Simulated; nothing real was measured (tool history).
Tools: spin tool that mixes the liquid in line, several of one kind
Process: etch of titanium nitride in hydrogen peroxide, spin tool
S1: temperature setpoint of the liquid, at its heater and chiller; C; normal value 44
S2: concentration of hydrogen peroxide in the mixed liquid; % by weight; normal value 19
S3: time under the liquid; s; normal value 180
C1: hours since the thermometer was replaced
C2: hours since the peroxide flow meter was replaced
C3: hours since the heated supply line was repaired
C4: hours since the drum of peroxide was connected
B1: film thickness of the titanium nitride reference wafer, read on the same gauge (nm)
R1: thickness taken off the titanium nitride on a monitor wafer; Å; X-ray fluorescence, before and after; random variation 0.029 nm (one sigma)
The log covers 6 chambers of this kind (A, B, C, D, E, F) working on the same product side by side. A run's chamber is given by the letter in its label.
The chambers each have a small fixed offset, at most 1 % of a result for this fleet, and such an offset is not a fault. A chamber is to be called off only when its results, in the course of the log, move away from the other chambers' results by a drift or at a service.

Run 1C, hour 5.3: usual settings; C1 1266.4; C2 1317.9; C3 860.2; C4 573.2; B1 100.020. Result: R1 28.126 Å.
Run 2D, hour 9.9: usual settings; C1 396.4; C2 138.6; C3 1464.1; C4 1153.8; B1 100.010. Result: R1 29.165 Å.
Run 3A, hour 16.2: usual settings; C1 64.8; C2 1277.5; C3 1163.9; C4 328.9; B1 100.000. Result: R1 28.592 Å.
Run 4E, hour 23.0: usual settings; C1 290.1; C2 829.7; C3 1209.2; C4 120.1; B1 99.984. Result: R1 28.401 Å.
Run 5B, hour 29.5: usual settings; C1 780.8; C2 461.9; C3 142.0; C4 1015.7; B1 100.040. Result: R1 28.537 Å.
Run 6F, hour 33.4: usual settings; C1 1315.7; C2 848.7; C3 2202.8; C4 420.1; B1 100.000. Result: R1 28.308 Å.
Run 7C, hour 40.8: usual settings; C1 1301.9; C2 1353.4; C3 895.7; C4 608.7; B1 100.000. Result: R1 27.793 Å.
Run 8A, hour 48.0: usual settings; C1 96.6; C2 1309.3; C3 1195.7; C4 360.7; B1 100.060. Result: R1 28.279 Å.
At hour 48.7: chamber A: new drum of peroxide connected.
Run 9F, hour 54.1: usual settings but S2 15 % by weight, S3 225 s; C1 1336.4; C2 869.4; C3 2223.5; C4 440.8; B1 99.972. Result: R1 33.674 Å.
Run 10E, hour 60.6: usual settings but S2 15 % by weight, S3 225 s; C1 327.7; C2 867.3; C3 1246.8; C4 157.7; B1 99.998. Result: R1 34.636 Å.
Run 11B, hour 68.0: usual settings but S2 15 % by weight, S3 225 s; C1 819.3; C2 500.4; C3 180.5; C4 1054.2; B1 99.977. Result: R1 33.949 Å.
Run 12D, hour 75.0: usual settings but S2 15 % by weight, S3 225 s; C1 461.5; C2 203.7; C3 1529.2; C4 1218.9; B1 100.010. Result: R1 33.745 Å.
Run 13F, hour 79.4: usual settings but S2 15 % by weight, S3 225 s; C1 1361.7; C2 894.7; C3 2248.8; C4 466.1; B1 99.990. Result: R1 33.835 Å.
At hour 80.6: chamber F: thermometer replaced.
At hour 81.4: chamber E: peroxide flow meter replaced.
At hour 82.9: chamber B: thermometer replaced.
Run 14C, hour 83.7: usual settings but S2 15 % by weight, S3 225 s; C1 1344.8; C2 1396.3; C3 938.6; C4 651.6; B1 100.020. Result: R1 33.784 Å.
Run 15A, hour 88.2: usual settings; C1 136.8; C2 1349.5; C3 1235.9; C4 39.6; B1 99.999. Result: R1 28.667 Å.
Run 16D, hour 92.9: usual settings; C1 479.4; C2 221.6; C3 1547.1; C4 1236.8; B1 100.000. Result: R1 27.882 Å.
Run 17B, hour 99.5: usual settings; C1 16.7; C2 531.9; C3 212.0; C4 1085.7; B1 99.985. Result: R1 28.492 Å.
Run 18E, hour 107.1: usual settings; C1 374.2; C2 25.7; C3 1293.3; C4 204.2; B1 100.000. Result: R1 28.194 Å.
Run 19B, hour 113.8: usual settings; C1 31.0; C2 546.2; C3 226.3; C4 1100.0; B1 100.020. Result: R1 28.966 Å.
Run 20F, hour 120.9: usual settings; C1 40.4; C2 936.2; C3 2290.3; C4 507.6; B1 99.960. Result: R1 28.956 Å.
Run 21D, hour 127.1: usual settings; C1 513.6; C2 255.8; C3 1581.3; C4 1271.0; B1 99.962. Result: R1 26.896 Å.
Run 22C, hour 133.1: usual settings; C1 1394.2; C2 1445.7; C3 988.0; C4 701.0; B1 100.030. Result: R1 29.023 Å.
Run 23E, hour 137.8: usual settings; C1 404.9; C2 56.4; C3 1324.0; C4 234.9; B1 99.975. Result: R1 28.351 Å.
Run 24A, hour 145.5: usual settings; C1 194.1; C2 1406.8; C3 1293.2; C4 96.9; B1 100.020. Result: R1 28.664 Å.
Run 25F, hour 150.5: usual settings; C1 70.0; C2 965.8; C3 2319.9; C4 537.2; B1 100.010. Result: R1 27.929 Å.
Run 26C, hour 158.0: usual settings; C1 1419.1; C2 1470.6; C3 1012.9; C4 725.9; B1 99.986. Result: R1 28.596 Å.
Run 27E, hour 164.8: usual settings; C1 431.9; C2 83.4; C3 1351.0; C4 261.9; B1 100.010. Result: R1 28.771 Å.
Run 28B, hour 171.2: usual settings; C1 88.4; C2 603.6; C3 283.7; C4 1157.4; B1 99.993. Result: R1 28.862 Å.
Run 29D, hour 176.1: usual settings; C1 562.6; C2 304.8; C3 1630.3; C4 1320.0; B1 99.943. Result: R1 26.527 Å.
Run 30A, hour 182.7: usual settings; C1 231.3; C2 1444.0; C3 1330.4; C4 134.1; B1 100.000. Result: R1 29.020 Å.
Run 31E, hour 188.5: usual settings; C1 455.6; C2 107.1; C3 1374.7; C4 285.6; B1 99.944. Result: R1 29.019 Å.
Run 32B, hour 192.6: usual settings; C1 109.8; C2 625.0; C3 305.1; C4 1178.8; B1 99.984. Result: R1 28.199 Å.
Run 33F, hour 197.2: usual settings; C1 116.7; C2 1012.5; C3 2366.6; C4 583.9; B1 100.000. Result: R1 28.411 Å.
Run 34C, hour 204.8: usual settings; C1 1465.9; C2 1517.4; C3 1059.7; C4 772.7; B1 100.020. Result: R1 28.438 Å.
At hour 205.4: chamber D: thermometer replaced.
Run 35D, hour 211.8: usual settings but S2 21 % by weight, S3 235 s; C1 6.4; C2 340.5; C3 1666.0; C4 1355.7; B1 99.995. Result: R1 33.693 Å.
Run 36A, hour 215.9: usual settings but S2 21 % by weight, S3 235 s; C1 264.5; C2 1477.2; C3 1363.6; C4 167.3; B1 99.989. Result: R1 38.943 Å.
Run 37B, hour 219.9: usual settings but S2 21 % by weight, S3 235 s; C1 137.1; C2 652.3; C3 332.4; C4 1206.1; B1 100.040. Result: R1 37.964 Å.
Run 38E, hour 223.4: usual settings but S2 21 % by weight, S3 235 s; C1 490.5; C2 142.0; C3 1409.6; C4 320.5; B1 99.988. Result: R1 37.770 Å.
Run 39A, hour 228.2: usual settings but S2 21 % by weight, S3 235 s; C1 276.8; C2 1489.5; C3 1375.9; C4 179.6; B1 100.010. Result: R1 37.969 Å.
Run 40F, hour 232.5: usual settings but S2 21 % by weight, S3 235 s; C1 152.0; C2 1047.8; C3 2401.9; C4 619.2; B1 100.000. Result: R1 38.176 Å.
Run 41C, hour 237.9: usual settings; C1 1499.0; C2 1550.5; C3 1092.8; C4 805.8; B1 99.987. Result: R1 28.692 Å.

The same settings go to every chamber for the next run, one line per chamber below. Forecast the results for each:
Run 42A, hour 243.4: usual settings. Result: R1 ?.
Run 42B, hour 243.4: usual settings. Result: R1 ?.
Run 42C, hour 243.4: usual settings. Result: R1 ?.
Run 42D, hour 243.4: usual settings. Result: R1 ?.
Run 42E, hour 243.4: usual settings. Result: R1 ?.
Run 42F, hour 243.4: usual settings. Result: R1 ?.

run      R1
42A  28.681
42B  28.541
42C  28.190
42D  24.932
42E  28.643
42F  28.480
